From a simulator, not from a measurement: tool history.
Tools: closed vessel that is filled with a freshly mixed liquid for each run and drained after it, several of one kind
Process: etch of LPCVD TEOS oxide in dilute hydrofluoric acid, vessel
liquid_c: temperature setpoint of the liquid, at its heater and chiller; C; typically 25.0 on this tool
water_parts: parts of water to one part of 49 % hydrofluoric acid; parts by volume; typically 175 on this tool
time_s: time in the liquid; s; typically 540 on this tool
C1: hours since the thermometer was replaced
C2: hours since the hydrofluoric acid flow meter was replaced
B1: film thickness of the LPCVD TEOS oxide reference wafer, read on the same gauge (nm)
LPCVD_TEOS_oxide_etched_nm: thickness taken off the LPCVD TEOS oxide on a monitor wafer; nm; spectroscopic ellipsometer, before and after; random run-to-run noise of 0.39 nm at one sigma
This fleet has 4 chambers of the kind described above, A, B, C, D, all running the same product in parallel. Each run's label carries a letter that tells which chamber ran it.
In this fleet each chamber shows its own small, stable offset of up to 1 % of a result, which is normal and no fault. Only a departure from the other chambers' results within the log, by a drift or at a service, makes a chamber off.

run 1B day=0.262 | liquid_c=25.0 water_parts=175 time_s=540 | C1=364.1 C2=668.5 | B1=129.98 | LPCVD_TEOS_oxide_etched_nm=59.373
run 2D day=0.496 | liquid_c=25.0 water_parts=175 time_s=540 | C1=181.2 C2=944.0 | B1=130.00 | LPCVD_TEOS_oxide_etched_nm=58.315
run 3C day=0.725 | liquid_c=25.0 water_parts=175 time_s=540 | C1=978.4 C2=300.3 | B1=129.97 | LPCVD_TEOS_oxide_etched_nm=58.410
run 4A day=0.996 | liquid_c=25.0 water_parts=175 time_s=540 | C1=349.7 C2=518.1 | B1=130.07 | LPCVD_TEOS_oxide_etched_nm=57.768
run 5D day=1.158 | liquid_c=25.0 water_parts=175 time_s=540 | C1=197.1 C2=959.9 | B1=130.03 | LPCVD_TEOS_oxide_etched_nm=58.479
run 6B day=1.412 | liquid_c=28.5 water_parts=135 time_s=540 | C1=391.7 C2=696.1 | B1=130.05 | LPCVD_TEOS_oxide_etched_nm=91.003
run 7C day=1.671 | liquid_c=28.5 water_parts=135 time_s=540 | C1=1001.1 C2=323.0 | B1=130.02 | LPCVD_TEOS_oxide_etched_nm=90.179
run 8A day=1.971 | liquid_c=28.5 water_parts=135 time_s=540 | C1=373.1 C2=541.5 | B1=129.99 | LPCVD_TEOS_oxide_etched_nm=89.663
run 9A day=2.154 | liquid_c=28.5 water_parts=135 time_s=540 | C1=377.5 C2=545.9 | B1=130.00 | LPCVD_TEOS_oxide_etched_nm=90.136
run 10B day=2.425 | liquid_c=25.0 water_parts=175 time_s=540 | C1=416.0 C2=720.4 | B1=129.99 | LPCVD_TEOS_oxide_etched_nm=58.471
run 11D day=2.571 | liquid_c=25.0 water_parts=175 time_s=540 | C1=231.0 C2=993.8 | B1=129.98 | LPCVD_TEOS_oxide_etched_nm=57.664
run 12C day=2.750 | liquid_c=25.0 water_parts=175 time_s=540 | C1=1027.0 C2=348.9 | B1=130.03 | LPCVD_TEOS_oxide_etched_nm=57.908
-- day=3.050 chamber C: thermometer replaced
run 13A day=3.050 | liquid_c=30.0 water_parts=175 time_s=540 | C1=399.0 C2=567.4 | B1=130.02 | LPCVD_TEOS_oxide_etched_nm=68.964
run 14C day=3.208 | liquid_c=30.0 water_parts=175 time_s=540 | C1=3.8 C2=359.9 | B1=130.00 | LPCVD_TEOS_oxide_etched_nm=70.883
run 15D day=3.467 | liquid_c=30.0 water_parts=175 time_s=540 | C1=252.5 C2=1015.3 | B1=130.01 | LPCVD_TEOS_oxide_etched_nm=68.825
run 16B day=3.754 | liquid_c=30.0 water_parts=175 time_s=540 | C1=447.9 C2=752.3 | B1=130.02 | LPCVD_TEOS_oxide_etched_nm=69.593
run 17B day=4.017 | liquid_c=25.0 water_parts=175 time_s=540 | C1=454.2 C2=758.6 | B1=129.99 | LPCVD_TEOS_oxide_etched_nm=58.897
run 18D day=4.233 | liquid_c=25.0 water_parts=175 time_s=540 | C1=270.9 C2=1033.7 | B1=130.02 | LPCVD_TEOS_oxide_etched_nm=56.524
run 19C day=4.550 | liquid_c=25.0 water_parts=175 time_s=540 | C1=36.0 C2=392.1 | B1=129.99 | LPCVD_TEOS_oxide_etched_nm=58.076
run 20A day=4.829 | liquid_c=25.0 water_parts=175 time_s=540 | C1=441.7 C2=610.1 | B1=130.01 | LPCVD_TEOS_oxide_etched_nm=57.925
run 21A day=5.054 | liquid_c=25.0 water_parts=225 time_s=390 | C1=447.1 C2=615.5 | B1=129.99 | LPCVD_TEOS_oxide_etched_nm=30.822
run 22C day=5.346 | liquid_c=25.0 water_parts=225 time_s=390 | C1=55.1 C2=411.2 | B1=129.96 | LPCVD_TEOS_oxide_etched_nm=31.461
run 23D day=5.500 | liquid_c=25.0 water_parts=225 time_s=390 | C1=301.3 C2=1064.1 | B1=130.03 | LPCVD_TEOS_oxide_etched_nm=29.900
run 24B day=5.654 | liquid_c=25.0 water_parts=225 time_s=390 | C1=493.5 C2=797.9 | B1=129.96 | LPCVD_TEOS_oxide_etched_nm=31.359
run 25C day=5.883 | liquid_c=25.0 water_parts=175 time_s=540 | C1=68.0 C2=424.1 | B1=129.98 | LPCVD_TEOS_oxide_etched_nm=58.793

Has any chamber moved away from the others, gradually or after a service, or does the common gauge drift, or do the chambers differ only by their own small steady offsets? State the chamber and the most likely cause if one applies.

It is chamber D that slowly wanders off from its peers.
Most likely cause: liquid colder than its thermometer reads (K) = 1.68.
The log might look much the same if the cause were instead: hydrofluoric acid flow below the setpoint (%).

Here are 4 candidates for chamber D's next run, each the usual settings with a change, their results left as question marks. Which one brings its results back in line with what the others give on the usual settings?
In line means no further than this from the other chambers' mean on the usual settings: LPCVD_TEOS_oxide_etched_nm 1.400 nm
run 26D-1 day=6.112 | liquid_c=25.0 water_parts=175 time_s=510 | LPCVD_TEOS_oxide_etched_nm=?
run 26D-2 day=6.112 | liquid_c=28.0 water_parts=175 time_s=540 | LPCVD_TEOS_oxide_etched_nm=?
run 26D-3 day=6.112 | liquid_c=25.0 water_parts=175 time_s=485 | LPCVD_TEOS_oxide_etched_nm=?
run 26D-4 day=6.112 | liquid_c=25.0 water_parts=170 time_s=555 | LPCVD_TEOS_oxide_etched_nm=?

Usual-settings mean across the other chambers: LPCVD_TEOS_oxide_etched_nm 58.268 nm
run=26D-1 LPCVD_TEOS_oxide_etched_nm=51.786
run=26D-2 LPCVD_TEOS_oxide_etched_nm=61.294
run=26D-3 LPCVD_TEOS_oxide_etched_nm=49.247
run=26D-4 LPCVD_TEOS_oxide_etched_nm=58.302
The right change is 26D-4: it brings the chamber back within the allowed miss of the others.
